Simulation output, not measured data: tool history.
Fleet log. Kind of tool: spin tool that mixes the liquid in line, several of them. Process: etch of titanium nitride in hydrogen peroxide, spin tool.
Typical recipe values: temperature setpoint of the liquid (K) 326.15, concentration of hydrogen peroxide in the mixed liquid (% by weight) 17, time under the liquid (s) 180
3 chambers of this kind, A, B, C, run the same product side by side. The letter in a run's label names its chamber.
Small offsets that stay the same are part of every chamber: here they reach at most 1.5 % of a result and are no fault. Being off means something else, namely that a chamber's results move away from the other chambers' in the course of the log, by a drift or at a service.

| run | day | temperature setpoint of the liquid (K) | concentration of hydrogen peroxide in the mixed liquid (% by weight) | time under the liquid (s) | read-back film thickness of the titanium nitride reference wafer, read on the same gauge (nm) | thickness taken off the titanium nitride on a monitor wafer (angstrom) |
|---|---|---|---|---|---|---|
|  | 0.362 | chamber C: new drum of peroxide connected |
| 1B | 0.438 | 326.15 | 17 | 180 | 139.98 | 53.852 |
|  | 0.754 | chamber A: new drum of peroxide connected |
| 2A | 0.867 | 326.15 | 17 | 180 | 139.97 | 54.006 |
| 3C | 1.117 | 326.15 | 17 | 180 | 140 | 53.395 |
| 4A | 1.354 | 326.15 | 17 | 180 | 139.98 | 53.402 |
| 5C | 1.767 | 326.15 | 17 | 180 | 140.01 | 53.224 |
| 6B | 2.25 | 326.15 | 17 | 180 | 139.96 | 53.603 |
| 7B | 2.554 | 326.15 | 17 | 180 | 140 | 53.651 |
| 8A | 2.771 | 326.15 | 17 | 180 | 140.03 | 53.569 |
| 9C | 3.133 | 326.15 | 17 | 180 | 140.01 | 53.108 |
| 10C | 3.354 | 326.15 | 17 | 180 | 139.99 | 53.031 |
|  | 3.567 | chamber C: peroxide flow meter replaced |
| 11A | 3.679 | 326.15 | 17 | 180 | 139.99 | 53.826 |
| 12B | 4.129 | 326.15 | 17 | 180 | 139.98 | 53.68 |
| 13C | 4.492 | 326.15 | 17 | 180 | 139.98 | 53.387 |
| 14B | 4.946 | 326.15 | 17 | 180 | 140.03 | 53.966 |
| 15A | 5.208 | 319.15 | 13 | 180 | 139.99 | 30.306 |
| 16B | 5.488 | 319.15 | 13 | 180 | 139.96 | 30.665 |
| 17C | 5.746 | 319.15 | 13 | 180 | 139.98 | 29.678 |
| 18A | 6.142 | 326.15 | 17 | 180 | 140 | 53.447 |
| 19C | 6.5 | 326.15 | 17 | 180 | 140.01 | 52.876 |
| 20B | 6.983 | 326.15 | 17 | 180 | 139.99 | 54.115 |
| 21A | 7.321 | 326.15 | 17 | 180 | 140.01 | 53.99 |
| 22A | 7.667 | 326.15 | 17 | 180 | 139.99 | 53.372 |
| 23B | 7.933 | 326.15 | 17 | 180 | 140.02 | 53.902 |
| 24C | 8.404 | 326.15 | 17 | 180 | 140.02 | 53.314 |
| 25B | 8.696 | 326.15 | 17 | 180 | 139.99 | 53.607 |

For the next run the whole fleet of 3 chambers uses the same settings. Give each chamber's results:
| 26A | 9.054 | 326.15 | 17 | 180 |  | ? |
| 26B | 9.054 | 326.15 | 17 | 180 |  | ? |
| 26C | 9.054 | 326.15 | 17 | 180 |  | ? |

| run | thickness taken off the titanium nitride on a monitor wafer (angstrom) |
|---|---|
| 26A | 53.026 |
| 26B | 53.882 |
| 26C | 52.827 |
